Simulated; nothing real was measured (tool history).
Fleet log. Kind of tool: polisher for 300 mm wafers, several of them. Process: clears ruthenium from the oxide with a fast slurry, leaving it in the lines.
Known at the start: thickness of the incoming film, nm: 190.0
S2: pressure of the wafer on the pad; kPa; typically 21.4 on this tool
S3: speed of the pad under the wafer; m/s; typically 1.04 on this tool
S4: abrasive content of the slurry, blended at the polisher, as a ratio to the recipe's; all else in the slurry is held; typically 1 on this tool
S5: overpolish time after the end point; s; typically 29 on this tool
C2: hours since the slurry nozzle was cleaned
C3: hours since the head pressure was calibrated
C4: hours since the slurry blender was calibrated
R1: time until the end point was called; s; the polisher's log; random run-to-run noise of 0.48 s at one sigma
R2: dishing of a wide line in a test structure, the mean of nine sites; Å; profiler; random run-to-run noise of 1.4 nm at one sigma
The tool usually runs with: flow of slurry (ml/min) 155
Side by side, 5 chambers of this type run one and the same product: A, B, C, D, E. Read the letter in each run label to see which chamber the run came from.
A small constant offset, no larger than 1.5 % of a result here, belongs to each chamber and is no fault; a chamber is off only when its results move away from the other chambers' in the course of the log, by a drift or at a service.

{"hour": 8.8, "done": "chamber D: slurry blender recalibrated"}
{"run": "1D", "hour": 9.8, "flow of slurry (ml/min)": 155, "S2": 21.4, "S3": 1.04, "S4": 1, "S5": 29, "wafers polished on this pad": 851, "C2": 72.2, "C3": 222.7, "C4": 1.1, "R1": 40.068, "R2": 652.76}
{"hour": 9.9, "done": "chamber A: worn pad replaced by a new one"}
{"run": "2B", "hour": 18.4, "flow of slurry (ml/min)": 155, "S2": 21.4, "S3": 1.04, "S4": 1, "S5": 29, "wafers polished on this pad": 455, "C2": 536.9, "C3": 58.5, "C4": 425.6, "R1": 39.403, "R2": 635.08}
{"hour": 23.4, "done": "chamber C: slurry blender recalibrated"}
{"run": "3A", "hour": 31.3, "flow of slurry (ml/min)": 155, "S2": 21.4, "S3": 1.04, "S4": 1, "S5": 29, "wafers polished on this pad": 142, "C2": 206.4, "C3": 239.0, "C4": 180.6, "R1": 40.556, "R2": 669.68}
{"run": "4E", "hour": 40.7, "flow of slurry (ml/min)": 155, "S2": 21.4, "S3": 1.04, "S4": 1, "S5": 29, "wafers polished on this pad": 675, "C2": 561.1, "C3": 435.4, "C4": 128.0, "R1": 39.443, "R2": 664.95}
{"hour": 44.2, "done": "chamber B: slurry nozzle cleaned"}
{"hour": 44.7, "done": "chamber A: slurry nozzle cleaned"}
{"hour": 45.9, "done": "chamber B: worn pad replaced by a new one"}
{"hour": 49.8, "done": "chamber C: worn pad replaced by a new one"}
{"run": "5C", "hour": 52.6, "flow of slurry (ml/min)": 155, "S2": 21.4, "S3": 1.04, "S4": 1, "S5": 29, "wafers polished on this pad": 18, "C2": 289.6, "C3": 1013.3, "C4": 29.3, "R1": 39.033, "R2": 657.31}
{"hour": 58.6, "done": "chamber E: worn pad replaced by a new one"}
{"run": "6C", "hour": 62.2, "flow of slurry (ml/min)": 155, "S2": 21.4, "S3": 1.04, "S4": 1, "S5": 29, "wafers polished on this pad": 82, "C2": 299.2, "C3": 1022.9, "C4": 38.9, "R1": 38.729, "R2": 657.74}
{"run": "7B", "hour": 75.0, "flow of slurry (ml/min)": 155, "S2": 21.4, "S3": 1.04, "S4": 1, "S5": 29, "wafers polished on this pad": 193, "C2": 30.9, "C3": 115.1, "C4": 482.2, "R1": 39.733, "R2": 683.6}
{"run": "8D", "hour": 85.8, "flow of slurry (ml/min)": 155, "S2": 21.4, "S3": 1.04, "S4": 1, "S5": 29, "wafers polished on this pad": 1355, "C2": 148.2, "C3": 298.7, "C4": 77.1, "R1": 38.689, "R2": 635.39}
{"hour": 87.5, "done": "chamber A: slurry blender recalibrated"}
{"hour": 90.2, "done": "chamber B: slurry blender recalibrated"}
{"run": "9E", "hour": 97.5, "flow of slurry (ml/min)": 155, "S2": 21.4, "S3": 1.04, "S4": 1, "S5": 29, "wafers polished on this pad": 258, "C2": 617.9, "C3": 492.2, "C4": 184.8, "R1": 39.133, "R2": 663.58}
{"hour": 105.7, "done": "chamber D: worn pad replaced by a new one"}
{"run": "10A", "hour": 109.6, "flow of slurry (ml/min)": 155, "S2": 21.4, "S3": 1.04, "S4": 1, "S5": 29, "wafers polished on this pad": 661, "C2": 64.9, "C3": 317.3, "C4": 22.2, "R1": 39.817, "R2": 641.7}
{"run": "11A", "hour": 117.7, "flow of slurry (ml/min)": 155, "S2": 21.4, "S3": 1.04, "S4": 1, "S5": 29, "wafers polished on this pad": 714, "C2": 73.0, "C3": 325.4, "C4": 30.3, "R1": 38.92, "R2": 673.17}
{"run": "12B", "hour": 126.9, "flow of slurry (ml/min)": 155, "S2": 21.4, "S3": 1.04, "S4": 1, "S5": 37, "wafers polished on this pad": 537, "C2": 82.8, "C3": 167.0, "C4": 36.8, "R1": 38.793, "R2": 733.62}
{"run": "13C", "hour": 132.7, "flow of slurry (ml/min)": 155, "S2": 21.4, "S3": 1.04, "S4": 1, "S5": 37, "wafers polished on this pad": 549, "C2": 369.7, "C3": 1093.4, "C4": 109.4, "R1": 38.68, "R2": 729.16}
{"hour": 135.3, "done": "chamber B: worn pad replaced by a new one"}
{"hour": 136.1, "done": "chamber C: slurry nozzle cleaned"}
{"hour": 137.2, "done": "chamber E: slurry blender recalibrated"}
{"run": "14D", "hour": 143.4, "flow of slurry (ml/min)": 155, "S2": 21.4, "S3": 1.04, "S4": 1, "S5": 37, "wafers polished on this pad": 250, "C2": 205.8, "C3": 356.3, "C4": 134.7, "R1": 39.512, "R2": 751.27}
{"run": "15E", "hour": 155.4, "flow of slurry (ml/min)": 155, "S2": 21.4, "S3": 1.04, "S4": 1, "S5": 37, "wafers polished on this pad": 641, "C2": 675.8, "C3": 550.1, "C4": 18.2, "R1": 39.007, "R2": 748.78}
{"run": "16C", "hour": 167.9, "flow of slurry (ml/min)": 155, "S2": 21.4, "S3": 1.04, "S4": 1, "S5": 37, "wafers polished on this pad": 783, "C2": 31.8, "C3": 1128.6, "C4": 144.6, "R1": 39.261, "R2": 740.87}
{"hour": 168.1, "done": "chamber E: worn pad replaced by a new one"}
{"run": "17B", "hour": 176.5, "flow of slurry (ml/min)": 155, "S2": 21.4, "S3": 1.04, "S4": 1, "S5": 29, "wafers polished on this pad": 273, "C2": 132.4, "C3": 216.6, "C4": 86.4, "R1": 38.68, "R2": 656.42}
{"hour": 179.4, "done": "chamber A: worn pad replaced by a new one"}
{"hour": 181.0, "done": "chamber C: worn pad replaced by a new one"}
{"hour": 187.2, "done": "chamber A: head pressure recalibrated"}
{"run": "18E", "hour": 187.5, "flow of slurry (ml/min)": 155, "S2": 21.4, "S3": 1.04, "S4": 1, "S5": 29, "wafers polished on this pad": 129, "C2": 707.9, "C3": 582.2, "C4": 50.3, "R1": 38.867, "R2": 655.81}
{"run": "19A", "hour": 198.2, "flow of slurry (ml/min)": 155, "S2": 21.4, "S3": 1.04, "S4": 1, "S5": 29, "wafers polished on this pad": 125, "C2": 153.5, "C3": 11.1, "C4": 110.8, "R1": 39.393, "R2": 669.48}
{"run": "20D", "hour": 211.5, "flow of slurry (ml/min)": 155, "S2": 21.4, "S3": 1.04, "S4": 1, "S5": 29, "wafers polished on this pad": 701, "C2": 273.9, "C3": 424.4, "C4": 202.8, "R1": 38.623, "R2": 651.19}
{"hour": 217.9, "done": "chamber B: worn pad replaced by a new one"}
{"run": "21D", "hour": 221.6, "flow of slurry (ml/min)": 155, "S2": 21.4, "S3": 1.04, "S4": 1, "S5": 29, "wafers polished on this pad": 768, "C2": 284.0, "C3": 434.5, "C4": 212.9, "R1": 38.527, "R2": 649.42}
{"run": "22C", "hour": 229.4, "flow of slurry (ml/min)": 135, "S2": 21.4, "S3": 1.04, "S4": 1, "S5": 29, "wafers polished on this pad": 321, "C2": 93.3, "C3": 1190.1, "C4": 206.1, "R1": 41.317, "R2": 657.19}
{"run": "23A", "hour": 236.8, "flow of slurry (ml/min)": 135, "S2": 21.4, "S3": 1.04, "S4": 1, "S5": 29, "wafers polished on this pad": 380, "C2": 192.1, "C3": 49.7, "C4": 149.4, "R1": 40.349, "R2": 645.77}
{"hour": 248.7, "done": "chamber C: slurry blender recalibrated"}
{"run": "24E", "hour": 249.8, "flow of slurry (ml/min)": 135, "S2": 21.4, "S3": 1.04, "S4": 1, "S5": 29, "wafers polished on this pad": 542, "C2": 770.2, "C3": 644.5, "C4": 112.6, "R1": 39.573, "R2": 646.8}
{"run": "25B", "hour": 256.6, "flow of slurry (ml/min)": 135, "S2": 21.4, "S3": 1.04, "S4": 1, "S5": 29, "wafers polished on this pad": 257, "C2": 212.5, "C3": 296.7, "C4": 166.5, "R1": 39.536, "R2": 659.43}
{"hour": 259.8, "done": "chamber E: slurry nozzle cleaned"}
{"hour": 261.2, "done": "chamber A: slurry nozzle cleaned"}
{"run": "26C", "hour": 268.1, "flow of slurry (ml/min)": 135, "S2": 21.4, "S3": 1.04, "S4": 1, "S5": 29, "wafers polished on this pad": 577, "C2": 132.0, "C3": 1228.8, "C4": 19.5, "R1": 40.35, "R2": 672.82}
{"hour": 274.9, "done": "chamber D: slurry blender recalibrated"}
{"run": "27D", "hour": 276.9, "flow of slurry (ml/min)": 155, "S2": 21.4, "S3": 0.72, "S4": 1, "S5": 12, "wafers polished on this pad": 1135, "C2": 339.3, "C3": 489.8, "C4": 2.1, "R1": 57.465, "R2": 291.3}
{"hour": 279.1, "done": "chamber E: worn pad replaced by a new one"}
{"hour": 281.3, "done": "chamber E: head pressure recalibrated"}
{"run": "28B", "hour": 286.0, "flow of slurry (ml/min)": 155, "S2": 21.4, "S3": 0.72, "S4": 1, "S5": 12, "wafers polished on this pad": 451, "C2": 241.9, "C3": 326.1, "C4": 195.9, "R1": 56.341, "R2": 293.86}
{"run": "29E", "hour": 294.9, "flow of slurry (ml/min)": 155, "S2": 21.4, "S3": 0.72, "S4": 1, "S5": 12, "wafers polished on this pad": 104, "C2": 35.1, "C3": 13.7, "C4": 157.7, "R1": 57.154, "R2": 293.49}
{"run": "30A", "hour": 306.1, "flow of slurry (ml/min)": 155, "S2": 21.4, "S3": 0.72, "S4": 1, "S5": 12, "wafers polished on this pad": 840, "C2": 45.0, "C3": 119.0, "C4": 218.7, "R1": 55.904, "R2": 300.75}
{"hour": 309.5, "done": "chamber D: worn pad replaced by a new one"}
{"run": "31E", "hour": 313.1, "flow of slurry (ml/min)": 155, "S2": 21.4, "S3": 0.72, "S4": 1, "S5": 12, "wafers polished on this pad": 225, "C2": 53.3, "C3": 31.9, "C4": 175.9, "R1": 56.268, "R2": 305.21}
{"hour": 315.7, "done": "chamber B: worn pad replaced by a new one"}
{"hour": 317.5, "done": "chamber A: slurry blender recalibrated"}
{"run": "32B", "hour": 321.2, "flow of slurry (ml/min)": 155, "S2": 21.4, "S3": 1.04, "S4": 1, "S5": 29, "wafers polished on this pad": 36, "C2": 277.1, "C3": 361.3, "C4": 231.1, "R1": 39.348, "R2": 670.99}
{"run": "33D", "hour": 328.7, "flow of slurry (ml/min)": 155, "S2": 21.4, "S3": 1.04, "S4": 1, "S5": 29, "wafers polished on this pad": 127, "C2": 391.1, "C3": 541.6, "C4": 53.9, "R1": 39.459, "R2": 656.27}
{"hour": 329.0, "done": "chamber C: worn pad replaced by a new one"}
{"hour": 334.2, "done": "chamber A: worn pad replaced by a new one"}
{"run": "34A", "hour": 334.7, "flow of slurry (ml/min)": 155, "S2": 21.4, "S3": 1.04, "S4": 1, "S5": 29, "wafers polished on this pad": 3, "C2": 73.6, "C3": 147.6, "C4": 17.3, "R1": 38.846, "R2": 662.61}
{"hour": 336.2, "done": "chamber E: slurry blender recalibrated"}
{"run": "35C", "hour": 343.7, "flow of slurry (ml/min)": 155, "S2": 21.4, "S3": 1.04, "S4": 1, "S5": 29, "wafers polished on this pad": 97, "C2": 207.6, "C3": 1304.4, "C4": 95.1, "R1": 39.671, "R2": 679.32}
{"run": "36D", "hour": 356.4, "flow of slurry (ml/min)": 155, "S2": 21.4, "S3": 1.04, "S4": 1, "S5": 29, "wafers polished on this pad": 311, "C2": 418.8, "C3": 569.3, "C4": 81.6, "R1": 39.259, "R2": 670.07}
{"run": "37E", "hour": 368.3, "flow of slurry (ml/min)": 155, "S2": 21.4, "S3": 1.04, "S4": 1, "S5": 29, "wafers polished on this pad": 591, "C2": 108.5, "C3": 87.1, "C4": 32.2, "R1": 39.538, "R2": 661.02}
{"hour": 378.9, "done": "chamber D: slurry nozzle cleaned"}
{"run": "38C", "hour": 379.9, "flow of slurry (ml/min)": 155, "S2": 21.4, "S3": 1.04, "S4": 1, "S5": 29, "wafers polished on this pad": 337, "C2": 243.8, "C3": 1340.6, "C4": 131.3, "R1": 39.326, "R2": 693.08}
{"run": "39A", "hour": 389.0, "flow of slurry (ml/min)": 155, "S2": 21.4, "S3": 1.04, "S4": 1, "S5": 29, "wafers polished on this pad": 363, "C2": 127.9, "C3": 201.9, "C4": 71.6, "R1": 39.805, "R2": 646.32}
{"hour": 392.9, "done": "chamber B: worn pad replaced by a new one"}
{"run": "40B", "hour": 396.9, "flow of slurry (ml/min)": 155, "S2": 21.4, "S3": 1.04, "S4": 1, "S5": 29, "wafers polished on this pad": 26, "C2": 352.8, "C3": 437.0, "C4": 306.8, "R1": 38.768, "R2": 696.73}
{"hour": 405.0, "done": "chamber C: head pressure recalibrated"}
{"run": "41D", "hour": 408.0, "flow of slurry (ml/min)": 155, "S2": 21.4, "S3": 1.04, "S4": 1, "S5": 29, "wafers polished on this pad": 653, "C2": 29.1, "C3": 620.9, "C4": 133.2, "R1": 39.396, "R2": 648.07}
{"hour": 410.7, "done": "chamber E: worn pad replaced by a new one"}
{"run": "42B", "hour": 415.5, "flow of slurry (ml/min)": 155, "S2": 21.4, "S3": 1.04, "S4": 1, "S5": 29, "wafers polished on this pad": 149, "C2": 371.4, "C3": 455.6, "C4": 325.4, "R1": 39.085, "R2": 671.61}
{"run": "43E", "hour": 425.8, "flow of slurry (ml/min)": 155, "S2": 21.4, "S3": 1.04, "S4": 1, "S5": 29, "wafers polished on this pad": 100, "C2": 166.0, "C3": 144.6, "C4": 89.7, "R1": 39.217, "R2": 660.01}
{"run": "44C", "hour": 432.1, "flow of slurry (ml/min)": 155, "S2": 21.4, "S3": 1.04, "S4": 1, "S5": 29, "wafers polished on this pad": 683, "C2": 296.0, "C3": 27.1, "C4": 183.5, "R1": 39.169, "R2": 670.56}

Decide between three cases: one chamber stands off from its peers, the gauge reading all wafers drifts, or nothing is wrong past each chamber's small offset. Where a chamber is off, say which and what most likely put it there.

The fleet is healthy, with each chamber sitting at its usual small offset and no drift in the gauge.
